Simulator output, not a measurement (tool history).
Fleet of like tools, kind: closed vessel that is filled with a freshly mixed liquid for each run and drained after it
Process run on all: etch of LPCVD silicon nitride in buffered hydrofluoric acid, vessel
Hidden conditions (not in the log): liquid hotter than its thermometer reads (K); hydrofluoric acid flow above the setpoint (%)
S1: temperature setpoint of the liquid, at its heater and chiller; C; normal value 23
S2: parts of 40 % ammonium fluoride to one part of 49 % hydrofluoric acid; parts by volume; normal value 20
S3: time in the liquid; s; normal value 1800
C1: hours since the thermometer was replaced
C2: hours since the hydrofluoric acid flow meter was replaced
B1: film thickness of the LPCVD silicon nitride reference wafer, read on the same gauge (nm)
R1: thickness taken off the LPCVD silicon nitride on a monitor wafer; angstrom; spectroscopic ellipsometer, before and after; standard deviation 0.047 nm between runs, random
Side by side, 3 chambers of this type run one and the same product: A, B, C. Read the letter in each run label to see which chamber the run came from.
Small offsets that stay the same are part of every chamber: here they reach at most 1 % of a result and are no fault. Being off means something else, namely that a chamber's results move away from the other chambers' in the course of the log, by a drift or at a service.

{"run": "1C", "hour": 10.0, "S1": 23, "S2": 20, "S3": 1800, "C1": 844, "C2": 99.7, "B1": 29.987, "R1": 131.27}
{"run": "2B", "hour": 21.5, "S1": 23, "S2": 20, "S3": 1800, "C1": 431.2, "C2": 413.6, "B1": 30.01, "R1": 131.64}
{"run": "3A", "hour": 33.4, "S1": 23, "S2": 20, "S3": 1800, "C1": 72.3, "C2": 823.3, "B1": 29.995, "R1": 128.98}
{"hour": 40.7, "done": "chamber B: hydrofluoric acid flow meter replaced"}
{"run": "4A", "hour": 46.1, "S1": 23, "S2": 20, "S3": 1800, "C1": 85, "C2": 836, "B1": 30.011, "R1": 130.78}
{"run": "5B", "hour": 56.2, "S1": 23, "S2": 20, "S3": 1800, "C1": 465.9, "C2": 15.6, "B1": 30.037, "R1": 131.33}
{"run": "6C", "hour": 67.3, "S1": 23, "S2": 20, "S3": 1800, "C1": 901.3, "C2": 157, "B1": 29.987, "R1": 132.54}
{"run": "7C", "hour": 77.2, "S1": 23, "S2": 14, "S3": 1800, "C1": 911.2, "C2": 166.9, "B1": 29.981, "R1": 186.31}
{"run": "8A", "hour": 86.4, "S1": 23, "S2": 14, "S3": 1800, "C1": 125.3, "C2": 876.3, "B1": 30.003, "R1": 185.18}
{"run": "9B", "hour": 96.2, "S1": 23, "S2": 14, "S3": 1800, "C1": 505.9, "C2": 55.6, "B1": 29.999, "R1": 188.34}
{"run": "10B", "hour": 106.1, "S1": 23, "S2": 20, "S3": 1800, "C1": 515.8, "C2": 65.5, "B1": 30.002, "R1": 132.03}
{"run": "11A", "hour": 116.6, "S1": 23, "S2": 20, "S3": 1800, "C1": 155.5, "C2": 906.5, "B1": 30.011, "R1": 131.03}
{"run": "12C", "hour": 128.0, "S1": 25, "S2": 20, "S3": 2815, "C1": 962, "C2": 217.7, "B1": 29.984, "R1": 230.55}
{"run": "13B", "hour": 141.5, "S1": 25, "S2": 20, "S3": 2815, "C1": 551.2, "C2": 100.9, "B1": 30.007, "R1": 229.65}
{"run": "14A", "hour": 148.6, "S1": 25, "S2": 20, "S3": 2815, "C1": 187.5, "C2": 938.5, "B1": 29.982, "R1": 225.59}
{"run": "15C", "hour": 161.5, "S1": 23, "S2": 20, "S3": 1800, "C1": 995.5, "C2": 251.2, "B1": 29.983, "R1": 132.59}
{"run": "16B", "hour": 171.8, "S1": 23, "S2": 20, "S3": 1800, "C1": 581.5, "C2": 131.2, "B1": 29.988, "R1": 132.08}
{"run": "17C", "hour": 181.2, "S1": 23, "S2": 20, "S3": 1800, "C1": 1015.2, "C2": 270.9, "B1": 29.984, "R1": 132.1}
{"run": "18A", "hour": 196.1, "S1": 23, "S2": 20, "S3": 1800, "C1": 235, "C2": 986, "B1": 29.977, "R1": 130.17}
{"run": "19B", "hour": 207.8, "S1": 23, "S2": 20, "S3": 1800, "C1": 617.5, "C2": 167.2, "B1": 29.987, "R1": 131.52}
{"run": "20A", "hour": 218.9, "S1": 23, "S2": 20, "S3": 1800, "C1": 257.8, "C2": 1008.8, "B1": 29.989, "R1": 130.13}
{"run": "21C", "hour": 225.5, "S1": 23, "S2": 24.5, "S3": 1405, "C1": 1059.5, "C2": 315.2, "B1": 29.994, "R1": 89.725}
{"run": "22A", "hour": 235.1, "S1": 23, "S2": 24.5, "S3": 1405, "C1": 274, "C2": 1025, "B1": 30.034, "R1": 88.172}
{"hour": 239.0, "done": "chamber B: thermometer replaced"}
{"run": "23B", "hour": 244.2, "S1": 23, "S2": 24.5, "S3": 1405, "C1": 5.2, "C2": 203.6, "B1": 30.012, "R1": 90.164}
{"run": "24C", "hour": 255.3, "S1": 23, "S2": 20, "S3": 1800, "C1": 1089.3, "C2": 345, "B1": 30.01, "R1": 133.44}
{"run": "25C", "hour": 262.5, "S1": 23, "S2": 20, "S3": 1800, "C1": 1096.5, "C2": 352.2, "B1": 30.002, "R1": 133.55}
{"run": "26B", "hour": 276.0, "S1": 23, "S2": 20, "S3": 1800, "C1": 37, "C2": 235.4, "B1": 29.977, "R1": 131.93}
{"run": "27A", "hour": 290.7, "S1": 25.5, "S2": 20, "S3": 1800, "C1": 329.6, "C2": 1080.6, "B1": 30, "R1": 149.45}
{"run": "28C", "hour": 299.4, "S1": 25.5, "S2": 20, "S3": 1800, "C1": 1133.4, "C2": 389.1, "B1": 29.979, "R1": 152.97}
{"run": "29B", "hour": 314.0, "S1": 25.5, "S2": 20, "S3": 1800, "C1": 75, "C2": 273.4, "B1": 30, "R1": 151.39}
{"run": "30A", "hour": 322.4, "S1": 23, "S2": 20, "S3": 1800, "C1": 361.3, "C2": 1112.3, "B1": 30.016, "R1": 130.32}
{"run": "31B", "hour": 332.7, "S1": 23, "S2": 20, "S3": 1800, "C1": 93.7, "C2": 292.1, "B1": 30.032, "R1": 131.95}
{"run": "32A", "hour": 347.3, "S1": 23, "S2": 20, "S3": 1800, "C1": 386.2, "C2": 1137.2, "B1": 29.986, "R1": 129.84}
{"run": "33C", "hour": 358.6, "S1": 20.5, "S2": 22.5, "S3": 1800, "C1": 1192.6, "C2": 448.3, "B1": 29.998, "R1": 107.28}
{"run": "34A", "hour": 366.9, "S1": 20.5, "S2": 22.5, "S3": 1800, "C1": 405.8, "C2": 1156.8, "B1": 29.987, "R1": 103.8}
{"run": "35B", "hour": 373.8, "S1": 20.5, "S2": 22.5, "S3": 1800, "C1": 134.8, "C2": 333.2, "B1": 30.007, "R1": 105.94}
{"run": "36C", "hour": 383.3, "S1": 23, "S2": 20, "S3": 1800, "C1": 1217.3, "C2": 473, "B1": 30.026, "R1": 132.95}
{"run": "37A", "hour": 395.4, "S1": 19, "S2": 20, "S3": 1800, "C1": 434.3, "C2": 1185.3, "B1": 29.991, "R1": 104.46}
{"run": "38B", "hour": 405.4, "S1": 19, "S2": 20, "S3": 1800, "C1": 166.4, "C2": 364.8, "B1": 30.014, "R1": 105.35}
{"run": "39C", "hour": 417.1, "S1": 19, "S2": 20, "S3": 1800, "C1": 1251.1, "C2": 506.8, "B1": 29.988, "R1": 107.24}
{"run": "40C", "hour": 430.6, "S1": 23, "S2": 20, "S3": 1800, "C1": 1264.6, "C2": 520.3, "B1": 30.01, "R1": 134.51}
{"run": "41B", "hour": 441.4, "S1": 18.5, "S2": 20, "S3": 2500, "C1": 202.4, "C2": 400.8, "B1": 30.005, "R1": 142.12}
{"run": "42A", "hour": 450.4, "S1": 18.5, "S2": 20, "S3": 2500, "C1": 489.3, "C2": 1240.3, "B1": 29.998, "R1": 140.64}

One chamber off, gauge drift, or nothing amiss beyond the chambers' own small offsets? If it is a chamber, which one, and what is the likeliest cause?

It is chamber C that slowly wanders off from its peers.
Most likely cause: liquid hotter than its thermometer reads (K) = 0.36.
The log may not tell that from: hydrofluoric acid flow above the setpoint (%).

Chamber C could run next with any of the 4 candidate recipes listed below; each alters the usual settings, and their results appear as question marks. Which one brings its results back in line with what the other chambers deliver on the usual settings?
Maximum distance from the other chambers' mean on the usual settings for a result to count as in line: R1 1.7 angstrom
{"run": "43C-1", "hour": 461.1, "S1": 23, "S2": 20, "S3": 1760, "R1": "?"}
{"run": "43C-2", "hour": 461.1, "S1": 23, "S2": 20, "S3": 1835, "R1": "?"}
{"run": "43C-3", "hour": 461.1, "S1": 23, "S2": 20, "S3": 1715, "R1": "?"}
{"run": "43C-4", "hour": 461.1, "S1": 23, "S2": 20, "S3": 1880, "R1": "?"}

Other chambers, usual settings, mean: R1 131 angstrom
run=43C-1 R1=131.58
run=43C-2 R1=137.19
run=43C-3 R1=128.22
run=43C-4 R1=140.55
43C-1 is the one that brings the chamber's results back in line with the other chambers.

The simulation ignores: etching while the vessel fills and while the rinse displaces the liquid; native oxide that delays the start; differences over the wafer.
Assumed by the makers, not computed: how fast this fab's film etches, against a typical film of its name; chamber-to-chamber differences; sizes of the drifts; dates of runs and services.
